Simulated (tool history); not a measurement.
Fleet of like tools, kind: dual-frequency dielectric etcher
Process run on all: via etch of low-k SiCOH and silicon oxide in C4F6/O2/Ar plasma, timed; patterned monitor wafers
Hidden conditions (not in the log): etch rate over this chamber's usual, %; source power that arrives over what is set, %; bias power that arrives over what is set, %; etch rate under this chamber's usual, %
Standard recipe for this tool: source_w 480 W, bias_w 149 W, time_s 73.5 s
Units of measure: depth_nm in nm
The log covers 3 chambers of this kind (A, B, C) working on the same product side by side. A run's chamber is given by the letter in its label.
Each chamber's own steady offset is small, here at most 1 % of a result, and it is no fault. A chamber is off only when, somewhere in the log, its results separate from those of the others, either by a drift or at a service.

run	hour	source_w	bias_w	time_s	hours since the last wet clean	hours since the last source power generator calibration	hours since the last bias power generator calibration	read-back reference wafer on the same gauge, depth_nm	depth_nm
1A	3.2	480	149	73.5	147.5	2010.6	1668.1	195.02	207.86
2B	7.6	480	149	73.5	254.3	893.3	1795.8	195.03	207.43
3C	12.1	480	149	73.5	50.7	2449.9	2780.8	195.06	209.49
4C	14.7	480	149	73.5	53.3	2452.5	2783.4	195.11	208.98
5B	17.3	480	149	73.5	264.0	903.0	1805.5	195.04	207.61
6A	20.3	480	149	73.5	164.6	2027.7	1685.2	195.11	207.43
7B	24.2	480	149	73.5	270.9	909.9	1812.4	195.14	208.10
8A	28.9	480	149	73.5	173.2	2036.3	1693.8	195.17	208.04
9C	32.6	480	149	73.5	71.2	2470.4	2801.3	195.25	209.70
10B	37.0	480	149	93.0	283.7	922.7	1825.2	195.16	263.09
11A	41.6	480	149	93.0	185.9	2049.0	1706.5	195.21	263.15
12C	45.8	480	149	93.0	84.4	2483.6	2814.5	195.20	264.91
13B	48.8	480	149	73.5	295.5	934.5	1837.0	195.33	207.80
14A	53.6	480	149	73.5	197.9	2061.0	1718.5	195.33	208.29
15C	56.5	480	149	73.5	95.1	2494.3	2825.2	195.29	209.36
16B	60.4	480	149	73.5	307.1	946.1	1848.6	195.36	208.16
17A	64.2	480	149	73.5	208.5	2071.6	1729.1	195.37	207.86
18C	67.4	360	114	73.5	106.0	2505.2	2836.1	195.42	172.88
19C	72.5	360	114	73.5	111.1	2510.3	2841.2	195.45	172.58
20B	77.1	360	114	73.5	323.8	962.8	1865.3	195.46	171.89
21A	81.8	480	149	73.5	226.1	2089.2	1746.7	195.46	208.05
22C	86.5	480	163	94.0	125.1	2524.3	2855.2	195.55	274.99
23B	89.0	480	163	94.0	335.7	974.7	1877.2	195.52	273.32
24A	93.7	480	163	94.0	238.0	2101.1	1758.6	195.53	273.09
25A	97.9	480	149	73.5	242.2	2105.3	1762.8	195.59	208.44
26C	102.5	480	149	73.5	141.1	2540.3	2871.2	195.59	209.60
27B	105.8	480	149	73.5	352.5	991.5	1894.0	195.65	208.09
28C	110.7	480	149	73.5	149.3	2548.5	2879.4	195.65	210.48
29A	114.1	480	149	82.5	258.4	2121.5	1779.0	195.74	234.23
30B	117.4	480	149	82.5	364.1	1003.1	1905.6	195.67	234.21
31B	122.5	480	149	82.5	369.2	1008.2	1910.7	195.66	233.80
32C	126.3	480	149	73.5	164.9	2564.1	2895.0	195.72	210.12
33A	129.1	480	149	73.5	273.4	2136.5	1794.0	195.75	208.25
34C	133.9	480	149	73.5	172.5	2571.7	2902.6	195.77	210.42
35B	138.2	480	149	73.5	384.9	1023.9	1926.4	195.79	208.17
36A	142.3	480	149	73.5	286.6	2149.7	1807.2	195.84	208.63
37C	146.4	390	149	53.5	185.0	2584.2	2915.1	195.86	140.46
38A	150.2	390	149	53.5	294.5	2157.6	1815.1	195.90	140.01
39B	154.6	390	149	53.5	401.3	1040.3	1942.8	195.85	139.97

Predict what each chamber gives when all 3 of them run the settings below next.
40A	158.5	550	149	73.5					?
40B	158.5	550	149	73.5					?
40C	158.5	550	149	73.5					?

run	depth_nm
40A	220.08
40B	220.24
40C	222.06
